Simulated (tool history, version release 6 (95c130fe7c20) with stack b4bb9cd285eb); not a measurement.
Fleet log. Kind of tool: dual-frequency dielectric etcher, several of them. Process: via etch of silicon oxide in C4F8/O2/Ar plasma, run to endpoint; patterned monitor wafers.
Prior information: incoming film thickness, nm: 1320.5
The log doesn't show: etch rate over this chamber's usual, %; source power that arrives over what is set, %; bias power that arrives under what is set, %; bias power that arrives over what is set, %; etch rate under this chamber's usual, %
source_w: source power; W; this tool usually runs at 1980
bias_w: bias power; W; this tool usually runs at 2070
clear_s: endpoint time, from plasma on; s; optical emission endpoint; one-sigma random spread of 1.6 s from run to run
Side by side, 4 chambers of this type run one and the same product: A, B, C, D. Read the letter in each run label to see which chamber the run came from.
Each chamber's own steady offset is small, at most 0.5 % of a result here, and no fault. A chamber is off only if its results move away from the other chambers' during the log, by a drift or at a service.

| run | day | source_w | bias_w | hours since the last wet clean | hours since the last source power generator calibration | hours since the last bias power generator calibration | clear_s |
|---|---|---|---|---|---|---|---|
| 1C | 0.183 | 1980 | 2070 | 440.9 | 3966.4 | 701.8 | 255.1 |
| 2B | 0.412 | 1980 | 2070 | 633.9 | 372.4 | 1541 | 258.33 |
| 3A | 0.562 | 1980 | 2070 | 106.8 | 3135.2 | 3931.5 | 260.35 |
| 4D | 0.708 | 1980 | 2070 | 238.6 | 537.4 | 1450.3 | 258.53 |
| 5B | 0.858 | 1980 | 2070 | 644.6 | 383.1 | 1551.7 | 259.81 |
| 6C | 1.062 | 1980 | 1639 | 462 | 3987.5 | 722.9 | 278.47 |
| 7D | 1.267 | 1980 | 1639 | 252 | 550.8 | 1463.7 | 276.9 |
| 8A | 1.392 | 1980 | 1639 | 126.7 | 3155.1 | 3951.4 | 279.25 |
|  | 1.471 | chamber C: wet clean of the chamber |
| 9B | 1.5 | 1980 | 1639 | 660 | 398.5 | 1567.1 | 279.09 |
|  | 1.554 | chamber B: wet clean of the chamber |
| 10C | 1.662 | 1980 | 2070 | 4.6 | 4001.9 | 737.3 | 258.5 |
| 11D | 1.838 | 1980 | 2070 | 265.7 | 564.5 | 1477.4 | 260.88 |
| 12A | 2.008 | 1980 | 2070 | 141.5 | 3169.9 | 3966.2 | 257.17 |
| 13B | 2.158 | 1980 | 2070 | 14.5 | 414.3 | 1582.9 | 260.52 |
| 14A | 2.271 | 1980 | 2070 | 147.8 | 3176.2 | 3972.5 | 259.2 |
| 15D | 2.408 | 1980 | 2070 | 279.4 | 578.2 | 1491.1 | 260.92 |
| 16C | 2.579 | 1980 | 2070 | 26.6 | 4023.9 | 759.3 | 257.25 |
| 17D | 2.721 | 1980 | 2070 | 286.9 | 585.7 | 1498.6 | 267.56 |
| 18C | 2.842 | 1980 | 2070 | 32.9 | 4030.2 | 765.6 | 257.95 |
| 19B | 2.971 | 1980 | 2070 | 34 | 433.8 | 1602.4 | 261.03 |
| 20A | 3.192 | 1980 | 2070 | 169.9 | 3198.3 | 3994.6 | 261.97 |
| 21D | 3.321 | 1980 | 2070 | 301.3 | 600.1 | 1513 | 269.8 |
| 22A | 3.467 | 1980 | 2070 | 176.5 | 3204.9 | 4001.2 | 259.95 |
| 23C | 3.571 | 1980 | 2070 | 50.4 | 4047.7 | 783.1 | 258.37 |
| 24B | 3.788 | 2220 | 2070 | 53.6 | 453.4 | 1622 | 247.32 |

Each of the 4 chambers runs these same settings next. Fill in every chamber's results:
| 25A | 3.958 | 1980 | 2070 |  |  |  | ? |
| 25B | 3.958 | 1980 | 2070 |  |  |  | ? |
| 25C | 3.958 | 1980 | 2070 |  |  |  | ? |
| 25D | 3.958 | 1980 | 2070 |  |  |  | ? |

| run | clear_s |
|---|---|
| 25A | 259.94 |
| 25B | 261 |
| 25C | 258.93 |
| 25D | 271.04 |

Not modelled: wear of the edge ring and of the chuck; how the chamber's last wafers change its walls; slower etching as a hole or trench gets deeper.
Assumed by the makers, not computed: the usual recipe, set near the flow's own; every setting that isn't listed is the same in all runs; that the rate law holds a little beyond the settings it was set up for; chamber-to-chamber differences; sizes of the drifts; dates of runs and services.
